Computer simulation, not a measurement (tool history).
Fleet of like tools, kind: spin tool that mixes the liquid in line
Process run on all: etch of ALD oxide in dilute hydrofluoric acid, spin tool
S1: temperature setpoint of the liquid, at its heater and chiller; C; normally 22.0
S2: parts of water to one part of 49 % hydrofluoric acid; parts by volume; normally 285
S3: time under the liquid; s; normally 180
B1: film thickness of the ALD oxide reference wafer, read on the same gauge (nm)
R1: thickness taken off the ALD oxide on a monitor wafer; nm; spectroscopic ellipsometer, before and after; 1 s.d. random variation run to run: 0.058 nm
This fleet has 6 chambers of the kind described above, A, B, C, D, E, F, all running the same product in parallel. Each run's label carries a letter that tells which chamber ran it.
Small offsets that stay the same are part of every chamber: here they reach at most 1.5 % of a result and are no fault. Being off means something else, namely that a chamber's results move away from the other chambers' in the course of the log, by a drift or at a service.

Run 1F, hour 7.0: usual settings; B1 130.02. Result: R1 7.9434 nm.
Run 2A, hour 14.5: usual settings; B1 130.01. Result: R1 7.7920 nm.
Run 3B, hour 20.9: usual settings; B1 130.02. Result: R1 7.8603 nm.
Run 4C, hour 24.8: usual settings; B1 129.98. Result: R1 7.8302 nm.
At hour 26.3: chamber B: hydrofluoric acid flow meter replaced.
Run 5D, hour 31.0: usual settings; B1 130.00. Result: R1 7.9650 nm.
Run 6E, hour 39.3: usual settings; B1 130.02. Result: R1 7.7309 nm.
Run 7B, hour 44.1: usual settings; B1 130.02. Result: R1 7.7913 nm.
Run 8D, hour 51.9: usual settings; B1 130.03. Result: R1 7.9268 nm.
Run 9A, hour 58.8: usual settings; B1 130.01. Result: R1 7.8680 nm.
Run 10C, hour 62.6: usual settings; B1 130.00. Result: R1 7.8235 nm.
Run 11F, hour 69.1: usual settings; B1 129.99. Result: R1 7.9134 nm.
Run 12E, hour 73.0: usual settings; B1 130.00. Result: R1 7.6950 nm.
Run 13D, hour 78.6: usual settings; B1 130.00. Result: R1 7.8805 nm.
Run 14F, hour 85.4: usual settings; B1 130.01. Result: R1 7.8522 nm.
Run 15A, hour 89.3: usual settings; B1 129.99. Result: R1 7.8327 nm.
At hour 94.2: chamber C: hydrofluoric acid flow meter replaced.
Run 16C, hour 95.1: usual settings; B1 129.99. Result: R1 7.8172 nm.
Run 17E, hour 102.0: usual settings; B1 130.01. Result: R1 7.6881 nm.
At hour 103.2: chamber D: hydrofluoric acid flow meter replaced.
At hour 106.4: chamber F: hydrofluoric acid flow meter replaced.
Run 18B, hour 108.9: usual settings; B1 129.97. Result: R1 7.7731 nm.
Run 19D, hour 113.7: usual settings; B1 129.98. Result: R1 7.9424 nm.
Run 20A, hour 120.2: usual settings; B1 130.02. Result: R1 7.6404 nm.
Run 21C, hour 126.5: usual settings but S2 225 parts by volume; B1 130.00. Result: R1 10.6540 nm.
Run 22F, hour 130.5: usual settings but S2 225 parts by volume; B1 129.98. Result: R1 10.5210 nm.
Run 23E, hour 138.7: usual settings but S2 225 parts by volume; B1 130.01. Result: R1 10.2030 nm.
Run 24B, hour 145.1: usual settings but S2 225 parts by volume; B1 129.98. Result: R1 10.4400 nm.
Run 25F, hour 150.3: usual settings but S2 225 parts by volume; B1 130.00. Result: R1 10.6180 nm.
Run 26E, hour 157.3: usual settings but S2 225 parts by volume; B1 129.99. Result: R1 10.3630 nm.
Run 27C, hour 163.4: usual settings but S3 260 s; B1 130.04. Result: R1 11.2870 nm.
Run 28D, hour 168.2: usual settings but S3 260 s; B1 130.03. Result: R1 11.4090 nm.
Run 29B, hour 175.4: usual settings but S3 260 s; B1 129.98. Result: R1 11.4700 nm.
Run 30A, hour 183.1: usual settings but S3 260 s; B1 129.99. Result: R1 10.8020 nm.
Run 31F, hour 191.0: usual settings but S3 260 s; B1 129.96. Result: R1 11.2710 nm.
Run 32D, hour 194.7: usual settings but S3 260 s; B1 130.00. Result: R1 11.3780 nm.
At hour 196.0: chamber E: hydrofluoric acid flow meter replaced.
Run 33A, hour 201.6: usual settings; B1 129.96. Result: R1 7.3945 nm.
Run 34E, hour 207.5: usual settings; B1 130.00. Result: R1 7.6736 nm.
Run 35B, hour 214.7: usual settings; B1 130.00. Result: R1 7.8838 nm.
Run 36C, hour 222.8: usual settings but S1 20.0 C; B1 130.00. Result: R1 7.3461 nm.
Run 37C, hour 227.3: usual settings but S1 20.0 C; B1 130.00. Result: R1 7.3251 nm.
Run 38F, hour 234.2: usual settings but S1 20.0 C; B1 129.98. Result: R1 7.2580 nm.
Run 39D, hour 241.3: usual settings but S1 20.0 C; B1 130.03. Result: R1 7.3127 nm.
Run 40E, hour 247.6: usual settings but S1 20.0 C; B1 130.00. Result: R1 7.1357 nm.
Run 41A, hour 252.3: usual settings but S1 20.0 C; B1 129.98. Result: R1 6.7014 nm.
Run 42B, hour 256.0: usual settings; B1 130.03. Result: R1 7.9088 nm.
Run 43F, hour 262.9: usual settings; B1 130.01. Result: R1 7.8501 nm.

Next, all 6 chambers run the settings below, one line each with question marks for the results. What does each chamber give?
Run 44A, hour 268.9: usual settings but S1 18.5 C. Result: R1 ?.
Run 44B, hour 268.9: usual settings but S1 18.5 C. Result: R1 ?.
Run 44C, hour 268.9: usual settings but S1 18.5 C. Result: R1 ?.
Run 44D, hour 268.9: usual settings but S1 18.5 C. Result: R1 ?.
Run 44E, hour 268.9: usual settings but S1 18.5 C. Result: R1 ?.
Run 44F, hour 268.9: usual settings but S1 18.5 C. Result: R1 ?.

run      R1
44A  6.3201
44B  6.9619
44C  6.8438
44D  6.9221
44E  6.8274
44F  6.8940
